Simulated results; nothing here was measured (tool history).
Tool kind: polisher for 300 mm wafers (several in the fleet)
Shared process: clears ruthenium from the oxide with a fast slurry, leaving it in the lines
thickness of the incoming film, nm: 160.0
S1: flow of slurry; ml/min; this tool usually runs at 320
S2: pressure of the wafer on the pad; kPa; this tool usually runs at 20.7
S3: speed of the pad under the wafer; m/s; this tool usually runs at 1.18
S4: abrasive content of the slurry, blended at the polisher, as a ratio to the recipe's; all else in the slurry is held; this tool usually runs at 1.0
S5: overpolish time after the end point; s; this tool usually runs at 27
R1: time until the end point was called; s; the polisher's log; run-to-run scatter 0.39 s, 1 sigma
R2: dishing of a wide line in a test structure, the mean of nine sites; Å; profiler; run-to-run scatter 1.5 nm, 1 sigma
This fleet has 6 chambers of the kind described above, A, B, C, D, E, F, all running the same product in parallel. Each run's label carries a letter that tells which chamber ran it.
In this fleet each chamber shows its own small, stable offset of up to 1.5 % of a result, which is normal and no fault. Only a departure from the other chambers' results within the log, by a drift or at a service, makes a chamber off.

| run | day | S1 | S2 | S3 | S4 | S5 | R1 | R2 |
|---|---|---|---|---|---|---|---|---|
| 1A | 0.217 | 320 | 20.7 | 1.18 | 1.0 | 27 | 25.131 | 1114.80 |
|  | 0.233 | chamber C: worn pad replaced by a new one |
| 2C | 0.333 | 320 | 20.7 | 1.18 | 1.0 | 27 | 25.639 | 1100.40 |
| 3B | 0.525 | 320 | 20.7 | 1.18 | 1.0 | 27 | 24.924 | 1121.20 |
|  | 0.704 | chamber A: worn pad replaced by a new one |
| 4D | 0.708 | 320 | 20.7 | 1.18 | 1.0 | 27 | 25.172 | 1136.40 |
|  | 0.812 | chamber F: worn pad replaced by a new one |
| 5E | 0.917 | 320 | 20.7 | 1.18 | 1.0 | 27 | 25.716 | 1127.30 |
| 6F | 1.108 | 320 | 20.7 | 1.18 | 1.0 | 27 | 25.155 | 1123.50 |
| 7F | 1.317 | 320 | 20.7 | 1.18 | 1.0 | 27 | 25.062 | 1111.70 |
|  | 1.550 | chamber E: worn pad replaced by a new one |
| 8D | 1.550 | 320 | 20.7 | 1.04 | 1.0 | 27 | 29.035 | 1034.20 |
| 9A | 1.783 | 320 | 20.7 | 1.04 | 1.0 | 27 | 29.135 | 1016.30 |
|  | 1.825 | chamber D: worn pad replaced by a new one |
|  | 1.962 | chamber B: worn pad replaced by a new one |
| 10E | 2.000 | 320 | 20.7 | 1.04 | 1.0 | 27 | 28.995 | 1046.20 |
|  | 2.083 | chamber C: worn pad replaced by a new one |
| 11C | 2.233 | 320 | 20.7 | 1.04 | 1.0 | 27 | 28.405 | 1042.80 |
| 12B | 2.417 | 320 | 20.7 | 1.04 | 1.0 | 27 | 28.458 | 1031.10 |
| 13A | 2.604 | 320 | 20.7 | 1.04 | 1.0 | 27 | 29.360 | 1029.40 |
| 14D | 2.754 | 320 | 25.5 | 1.04 | 1.0 | 27 | 23.285 | 1190.10 |
|  | 2.821 | chamber E: slurry blender recalibrated |
|  | 2.854 | chamber C: slurry blender recalibrated |
| 15E | 2.904 | 320 | 25.5 | 1.04 | 1.0 | 27 | 23.025 | 1216.80 |
| 16F | 3.133 | 320 | 25.5 | 1.04 | 1.0 | 27 | 22.741 | 1162.70 |
|  | 3.221 | chamber A: worn pad replaced by a new one |
| 17B | 3.333 | 320 | 25.5 | 1.04 | 1.0 | 27 | 23.655 | 1200.80 |
| 18C | 3.471 | 320 | 25.5 | 1.04 | 1.0 | 27 | 23.166 | 1162.50 |
| 19E | 3.675 | 320 | 25.5 | 1.04 | 1.0 | 27 | 23.655 | 1183.40 |
|  | 3.867 | chamber F: worn pad replaced by a new one |
|  | 3.896 | chamber E: worn pad replaced by a new one |
| 20D | 3.908 | 320 | 20.7 | 1.18 | 1.0 | 27 | 25.549 | 1139.50 |
|  | 4.071 | chamber C: worn pad replaced by a new one |
| 21B | 4.100 | 320 | 20.7 | 1.18 | 1.0 | 27 | 25.550 | 1111.90 |
| 22A | 4.304 | 320 | 20.7 | 1.18 | 1.0 | 27 | 25.583 | 1084.90 |
| 23F | 4.442 | 320 | 20.7 | 0.96 | 0.8 | 27 | 33.721 | 891.81 |
| 24C | 4.646 | 320 | 20.7 | 0.96 | 0.8 | 27 | 34.131 | 867.67 |
| 25A | 4.817 | 320 | 20.7 | 0.96 | 0.8 | 27 | 34.405 | 908.71 |
| 26E | 5.038 | 320 | 20.7 | 0.96 | 0.8 | 27 | 34.660 | 898.24 |
|  | 5.079 | chamber B: worn pad replaced by a new one |
|  | 5.133 | chamber D: worn pad replaced by a new one |
| 27B | 5.175 | 320 | 20.7 | 0.96 | 0.8 | 27 | 34.861 | 895.85 |
|  | 5.179 | chamber F: slurry blender recalibrated |
| 28D | 5.379 | 320 | 20.7 | 0.96 | 0.8 | 27 | 33.531 | 886.12 |
|  | 5.550 | chamber A: slurry blender recalibrated |
| 29F | 5.583 | 320 | 20.7 | 1.18 | 1.0 | 27 | 24.978 | 1118.90 |
|  | 5.712 | chamber F: head pressure recalibrated |
| 30C | 5.792 | 320 | 20.7 | 1.18 | 1.0 | 27 | 25.386 | 1112.40 |
|  | 5.850 | chamber A: worn pad replaced by a new one |
|  | 5.967 | chamber E: worn pad replaced by a new one |
| 31E | 5.979 | 320 | 20.7 | 1.18 | 1.0 | 27 | 25.490 | 1122.80 |
|  | 6.046 | chamber C: worn pad replaced by a new one |
| 32B | 6.142 | 320 | 20.7 | 1.18 | 1.0 | 27 | 24.996 | 1097.50 |
| 33D | 6.312 | 320 | 20.7 | 1.18 | 1.0 | 27 | 24.800 | 1127.00 |
| 34A | 6.471 | 350 | 20.7 | 0.84 | 1.0 | 27 | 36.385 | 870.86 |
| 35F | 6.608 | 350 | 20.7 | 0.84 | 1.0 | 27 | 34.563 | 861.20 |
| 36C | 6.792 | 350 | 20.7 | 0.84 | 1.0 | 27 | 35.670 | 864.32 |
| 37B | 6.988 | 350 | 20.7 | 0.84 | 1.0 | 27 | 34.650 | 868.49 |

Read the log: is a single chamber off, either drifting away or since a service, is the gauge that measures every chamber drifting, or is nothing wrong beyond small per-chamber offsets? Name any odd chamber and what most likely caused it.

The fleet is healthy, with each chamber sitting at its usual small offset and no drift in the gauge.
